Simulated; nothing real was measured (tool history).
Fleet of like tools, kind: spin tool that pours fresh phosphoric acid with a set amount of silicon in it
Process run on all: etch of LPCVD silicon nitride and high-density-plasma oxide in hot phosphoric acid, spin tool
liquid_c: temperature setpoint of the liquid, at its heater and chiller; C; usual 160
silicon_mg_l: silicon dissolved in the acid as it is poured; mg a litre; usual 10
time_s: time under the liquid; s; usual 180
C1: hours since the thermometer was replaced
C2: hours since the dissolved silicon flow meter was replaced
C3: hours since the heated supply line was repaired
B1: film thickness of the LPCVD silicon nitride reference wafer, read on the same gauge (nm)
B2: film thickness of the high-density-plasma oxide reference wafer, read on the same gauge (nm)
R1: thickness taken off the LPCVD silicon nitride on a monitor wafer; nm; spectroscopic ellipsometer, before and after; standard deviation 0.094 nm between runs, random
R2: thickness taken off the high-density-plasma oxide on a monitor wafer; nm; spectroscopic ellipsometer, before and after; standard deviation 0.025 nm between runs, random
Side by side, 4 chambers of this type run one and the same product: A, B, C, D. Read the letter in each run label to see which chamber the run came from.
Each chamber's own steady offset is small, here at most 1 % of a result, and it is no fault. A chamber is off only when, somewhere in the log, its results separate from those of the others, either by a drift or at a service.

{"run": "1A", "hour": 13.0, "liquid_c": 160, "silicon_mg_l": 10, "time_s": 180, "C1": 1390.4, "C2": 2384.6, "C3": 524.6, "B1": 120.01, "B2": 69.977, "R1": 14.752, "R2": 0.48164}
{"run": "2D", "hour": 22.2, "liquid_c": 160, "silicon_mg_l": 10, "time_s": 180, "C1": 1569.7, "C2": 1616.1, "C3": 1851.4, "B1": 120.02, "B2": 70.028, "R1": 14.808, "R2": 0.41389}
{"hour": 22.3, "done": "chamber A: thermometer replaced"}
{"run": "3B", "hour": 29.6, "liquid_c": 160, "silicon_mg_l": 10, "time_s": 180, "C1": 382.7, "C2": 1051.6, "C3": 97.5, "B1": 120.01, "B2": 69.995, "R1": 14.748, "R2": 0.44949}
{"run": "4C", "hour": 41.3, "liquid_c": 160, "silicon_mg_l": 10, "time_s": 180, "C1": 864.7, "C2": 466, "C3": 458.1, "B1": 119.97, "B2": 69.992, "R1": 14.69, "R2": 0.45088}
{"run": "5D", "hour": 48.0, "liquid_c": 160, "silicon_mg_l": 10, "time_s": 180, "C1": 1595.5, "C2": 1641.9, "C3": 1877.2, "B1": 119.99, "B2": 70.01, "R1": 14.861, "R2": 0.48752}
{"hour": 48.5, "done": "chamber B: dissolved silicon flow meter replaced"}
{"run": "6B", "hour": 58.9, "liquid_c": 160, "silicon_mg_l": 10, "time_s": 180, "C1": 412, "C2": 10.4, "C3": 126.8, "B1": 119.99, "B2": 69.983, "R1": 14.803, "R2": 0.47008}
{"hour": 61.0, "done": "chamber C: thermometer replaced"}
{"run": "7A", "hour": 68.3, "liquid_c": 160, "silicon_mg_l": 10, "time_s": 180, "C1": 46, "C2": 2439.9, "C3": 579.9, "B1": 120, "B2": 70.019, "R1": 14.551, "R2": 0.46283}
{"run": "8C", "hour": 80.3, "liquid_c": 160, "silicon_mg_l": 10, "time_s": 180, "C1": 19.4, "C2": 505, "C3": 497.1, "B1": 119.99, "B2": 69.972, "R1": 14.856, "R2": 0.49986}
{"run": "9B", "hour": 90.4, "liquid_c": 160, "silicon_mg_l": 10, "time_s": 180, "C1": 443.5, "C2": 41.9, "C3": 158.3, "B1": 120, "B2": 70.014, "R1": 14.96, "R2": 0.45822}
{"run": "10C", "hour": 100.4, "liquid_c": 160, "silicon_mg_l": 14.5, "time_s": 180, "C1": 39.5, "C2": 525.1, "C3": 517.2, "B1": 120.02, "B2": 70.007, "R1": 14.755, "R2": 0.40963}
{"hour": 108.5, "done": "chamber A: dissolved silicon flow meter replaced"}
{"run": "11D", "hour": 114.8, "liquid_c": 160, "silicon_mg_l": 14.5, "time_s": 180, "C1": 1662.3, "C2": 1708.7, "C3": 1944, "B1": 120.01, "B2": 69.962, "R1": 14.958, "R2": 0.42027}
{"run": "12A", "hour": 128.2, "liquid_c": 160, "silicon_mg_l": 14.5, "time_s": 180, "C1": 105.9, "C2": 19.8, "C3": 639.8, "B1": 119.99, "B2": 69.986, "R1": 14.894, "R2": 0.44542}
{"run": "13C", "hour": 143.3, "liquid_c": 160, "silicon_mg_l": 14.5, "time_s": 180, "C1": 82.4, "C2": 568, "C3": 560.1, "B1": 119.97, "B2": 69.998, "R1": 14.611, "R2": 0.41369}
{"run": "14D", "hour": 152.6, "liquid_c": 160, "silicon_mg_l": 10, "time_s": 180, "C1": 1700.1, "C2": 1746.5, "C3": 1981.8, "B1": 119.99, "B2": 70.002, "R1": 14.992, "R2": 0.45487}
{"run": "15A", "hour": 166.1, "liquid_c": 160, "silicon_mg_l": 10, "time_s": 180, "C1": 143.8, "C2": 57.7, "C3": 677.7, "B1": 119.99, "B2": 70.015, "R1": 14.804, "R2": 0.4815}
{"run": "16B", "hour": 180.8, "liquid_c": 157, "silicon_mg_l": 10, "time_s": 180, "C1": 533.9, "C2": 132.3, "C3": 248.7, "B1": 120.01, "B2": 70.049, "R1": 13.864, "R2": 0.39141}
{"run": "17A", "hour": 188.1, "liquid_c": 157, "silicon_mg_l": 10, "time_s": 180, "C1": 165.8, "C2": 79.7, "C3": 699.7, "B1": 120, "B2": 70.026, "R1": 13.443, "R2": 0.40494}
{"run": "18D", "hour": 195.8, "liquid_c": 157, "silicon_mg_l": 10, "time_s": 180, "C1": 1743.3, "C2": 1789.7, "C3": 2025, "B1": 120, "B2": 69.966, "R1": 13.435, "R2": 0.37642}
{"run": "19B", "hour": 205.5, "liquid_c": 157, "silicon_mg_l": 10, "time_s": 180, "C1": 558.6, "C2": 157, "C3": 273.4, "B1": 120.01, "B2": 70.013, "R1": 13.896, "R2": 0.43272}
{"run": "20C", "hour": 212.8, "liquid_c": 160, "silicon_mg_l": 10, "time_s": 180, "C1": 151.9, "C2": 637.5, "C3": 629.6, "B1": 119.99, "B2": 70.059, "R1": 14.816, "R2": 0.48939}
{"run": "21D", "hour": 221.5, "liquid_c": 160, "silicon_mg_l": 10, "time_s": 180, "C1": 1769, "C2": 1815.4, "C3": 2050.7, "B1": 120, "B2": 70.015, "R1": 14.702, "R2": 0.42722}
{"run": "22C", "hour": 229.6, "liquid_c": 160, "silicon_mg_l": 10, "time_s": 180, "C1": 168.7, "C2": 654.3, "C3": 646.4, "B1": 119.99, "B2": 70.005, "R1": 14.694, "R2": 0.4954}
{"run": "23B", "hour": 240.4, "liquid_c": 160, "silicon_mg_l": 10, "time_s": 180, "C1": 593.5, "C2": 191.9, "C3": 308.3, "B1": 120, "B2": 70.03, "R1": 15.474, "R2": 0.53207}
{"run": "24A", "hour": 253.6, "liquid_c": 160, "silicon_mg_l": 10, "time_s": 180, "C1": 231.3, "C2": 145.2, "C3": 765.2, "B1": 120, "B2": 70.013, "R1": 14.726, "R2": 0.45529}
{"run": "25C", "hour": 265.3, "liquid_c": 160, "silicon_mg_l": 10, "time_s": 180, "C1": 204.4, "C2": 690, "C3": 682.1, "B1": 120, "B2": 69.999, "R1": 14.695, "R2": 0.43824}
{"run": "26A", "hour": 279.8, "liquid_c": 160, "silicon_mg_l": 10, "time_s": 180, "C1": 257.5, "C2": 171.4, "C3": 791.4, "B1": 120.01, "B2": 70.025, "R1": 14.831, "R2": 0.48999}
{"run": "27D", "hour": 288.5, "liquid_c": 160, "silicon_mg_l": 10, "time_s": 180, "C1": 1836, "C2": 1882.4, "C3": 2117.7, "B1": 120.01, "B2": 70.045, "R1": 14.921, "R2": 0.47368}
{"run": "28B", "hour": 301.1, "liquid_c": 160, "silicon_mg_l": 10, "time_s": 180, "C1": 654.2, "C2": 252.6, "C3": 369, "B1": 120, "B2": 70.027, "R1": 15.636, "R2": 0.53953}
{"run": "29C", "hour": 311.4, "liquid_c": 160, "silicon_mg_l": 10, "time_s": 180, "C1": 250.5, "C2": 736.1, "C3": 728.2, "B1": 119.99, "B2": 70.007, "R1": 14.72, "R2": 0.44611}
{"run": "30A", "hour": 326.7, "liquid_c": 157.5, "silicon_mg_l": 10, "time_s": 135, "C1": 304.4, "C2": 218.3, "C3": 838.3, "B1": 120.01, "B2": 69.987, "R1": 10.087, "R2": 0.2841}
{"run": "31D", "hour": 336.5, "liquid_c": 157.5, "silicon_mg_l": 10, "time_s": 135, "C1": 1884, "C2": 1930.4, "C3": 2165.7, "B1": 120.01, "B2": 70.013, "R1": 10.22, "R2": 0.30795}
{"run": "32B", "hour": 347.1, "liquid_c": 157.5, "silicon_mg_l": 10, "time_s": 135, "C1": 700.2, "C2": 298.6, "C3": 415, "B1": 120, "B2": 69.97, "R1": 10.851, "R2": 0.34005}
{"run": "33C", "hour": 361.2, "liquid_c": 157.5, "silicon_mg_l": 10, "time_s": 135, "C1": 300.3, "C2": 785.9, "C3": 778, "B1": 120.02, "B2": 69.989, "R1": 10.097, "R2": 0.29422}

Is one chamber out of step, is the gauge drifting, or do the chambers differ by no more than their own small offsets? For an off chamber, give its letter and the likeliest cause.

One chamber, B, drifts off from the rest bit by bit.
Cause: liquid hotter than its thermometer reads (K) = 2.04.

Which of the 4 candidates below, each the usual settings with something changed and its results left as question marks, puts chamber B back in line with what the other chambers give on the usual settings?
In line here means within this much of the mean the other chambers give on the usual settings: R1 0.33 nm; R2 0.086 nm
{"run": "34B-1", "hour": 372.1, "liquid_c": 159, "silicon_mg_l": 14.5, "time_s": 160, "R1": "?", "R2": "?"}
{"run": "34B-2", "hour": 372.1, "liquid_c": 161, "silicon_mg_l": 5.5, "time_s": 200, "R1": "?", "R2": "?"}
{"run": "34B-3", "hour": 372.1, "liquid_c": 159.5, "silicon_mg_l": 12.5, "time_s": 170, "R1": "?", "R2": "?"}
{"run": "34B-4", "hour": 372.1, "liquid_c": 160.5, "silicon_mg_l": 7.5, "time_s": 190, "R1": "?", "R2": "?"}

On the usual settings, the other chambers give on average: R1 14.766 nm; R2 0.47106 nm
run=34B-1 R1=13.587 R2=0.40054
run=34B-2 R1=18.134 R2=0.70714
run=34B-3 R1=14.679 R2=0.46334
run=34B-4 R1=16.95 R2=0.62195
34B-3 brings the chamber back in line.
